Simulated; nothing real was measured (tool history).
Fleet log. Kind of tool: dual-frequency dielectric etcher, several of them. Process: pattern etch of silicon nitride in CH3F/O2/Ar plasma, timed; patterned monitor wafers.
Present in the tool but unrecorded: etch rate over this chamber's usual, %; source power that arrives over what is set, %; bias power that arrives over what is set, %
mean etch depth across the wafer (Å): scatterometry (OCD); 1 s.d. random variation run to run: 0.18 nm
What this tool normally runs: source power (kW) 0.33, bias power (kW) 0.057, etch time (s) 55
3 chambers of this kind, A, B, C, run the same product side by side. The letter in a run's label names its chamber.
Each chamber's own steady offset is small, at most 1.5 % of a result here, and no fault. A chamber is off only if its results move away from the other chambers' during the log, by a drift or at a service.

run,hour,source power (kW),bias power (kW),etch time (s),hours since the last wet clean,hours since the last source power generator calibration,hours since the last bias power generator calibration,"read-back reference wafer on the same gauge, depth_nm",mean etch depth across the wafer (Å)
1B,8,0.33,0.057,55,179.7,971,1200.8,27.492,331.33
2C,14.1,0.33,0.057,55,305.8,1978.2,1202.6,27.495,331.43
3A,20,0.33,0.057,55,382,2533.1,1357.7,27.47,326.24
4A,25.3,0.33,0.057,55,387.3,2538.4,1363,27.472,325.84
5C,34.1,0.33,0.057,55,325.8,1998.2,1222.6,27.477,331.29
6B,43.7,0.33,0.057,55,215.4,1006.7,1236.5,27.467,332.53
7A,51.4,0.33,0.057,55,413.4,2564.5,1389.1,27.51,325.97
8C,57.9,0.33,0.057,55,349.6,2022,1246.4,27.537,332.89
9B,63.2,0.33,0.057,55,234.9,1026.2,1256,27.511,335.08
10B,69.2,0.33,0.057,55,240.9,1032.2,1262,27.493,336.47
11A,77.7,0.33,0.057,55,439.7,2590.8,1415.4,27.476,331.27
12C,82.8,0.33,0.057,55,374.5,2046.9,1271.3,27.502,328.51
13A,89.1,0.33,0.057,55,451.1,2602.2,1426.8,27.483,332.7
14C,94.8,0.33,0.057,55,386.5,2058.9,1283.3,27.533,330.55
15B,100.5,0.33,0.057,55,272.2,1063.5,1293.3,27.496,341.28
16A,108.3,0.33,0.057,55,470.3,2621.4,1446,27.483,330.49
17B,113.7,0.33,0.057,47.5,285.4,1076.7,1306.5,27.467,291.22
18C,118.1,0.33,0.057,47.5,409.8,2082.2,1306.6,27.46,288.15
19A,123,0.33,0.057,47.5,485,2636.1,1460.7,27.469,285.06
# hour 130.4: chamber C: wet clean of the chamber
20B,130.8,0.36,0.051,55,302.5,1093.8,1323.6,27.468,338.54
21C,138.8,0.36,0.051,55,8.4,2102.9,1327.3,27.489,331.68
22A,144.4,0.36,0.051,55,506.4,2657.5,1482.1,27.449,328.92
23B,150.8,0.33,0.057,55,322.5,1113.8,1343.6,27.492,339.73
24C,159.7,0.33,0.057,55,29.3,2123.8,1348.2,27.48,330.84
25C,167.8,0.33,0.057,55,37.4,2131.9,1356.3,27.509,331.59
26A,172.7,0.33,0.057,55,534.7,2685.8,1510.4,27.518,329.29
27B,181.8,0.33,0.05,55,353.5,1144.8,1374.6,27.491,326.75
28C,190.3,0.33,0.05,55,59.9,2154.4,1378.8,27.481,316.36
29B,196.2,0.33,0.05,55,367.9,1159.2,1389,27.453,328.03
30A,203.8,0.33,0.057,55,565.8,2716.9,1541.5,27.479,328.2
31C,212.6,0.33,0.057,55,82.2,2176.7,1401.1,27.522,331.28
32B,220.8,0.33,0.057,55,392.5,1183.8,1413.6,27.512,344.75
33A,229.6,0.33,0.057,55,591.6,2742.7,1567.3,27.496,330.44
34C,238.3,0.33,0.057,55,107.9,2202.4,1426.8,27.483,333.58
35B,246.9,0.33,0.057,55,418.6,1209.9,1439.7,27.516,346.13

Read the log: is a single chamber off, either drifting away or since a service, is the gauge that measures every chamber drifting, or is nothing wrong beyond small per-chamber offsets? Name any odd chamber and what most likely caused it.

Little by little, chamber B moves away from the other chambers.
Cause: etch rate over this chamber's usual, % = 4.11.

Chamber B could run next with any of the 4 candidate recipes listed below; each alters the usual settings, and their results appear as question marks. Which one brings its results back in line with what the other chambers deliver on the usual settings?
Maximum distance from the other chambers' mean on the usual settings for a result to count as in line: mean etch depth across the wafer (Å) 6.2
36B-1,254.2,0.33,0.057,57.5,,,,,?
36B-2,254.2,0.32,0.056,50.5,,,,,?
36B-3,254.2,0.33,0.076,55,,,,,?
36B-4,254.2,0.33,0.056,53,,,,,?

On the usual settings, the other chambers give on average: mean etch depth across the wafer (Å) 329.7
run,mean etch depth across the wafer (Å)
36B-1,361.82
36B-2,312.25
36B-3,381.3
36B-4,331.6
36B-4 is the one that brings the chamber's results back in line with the other chambers.

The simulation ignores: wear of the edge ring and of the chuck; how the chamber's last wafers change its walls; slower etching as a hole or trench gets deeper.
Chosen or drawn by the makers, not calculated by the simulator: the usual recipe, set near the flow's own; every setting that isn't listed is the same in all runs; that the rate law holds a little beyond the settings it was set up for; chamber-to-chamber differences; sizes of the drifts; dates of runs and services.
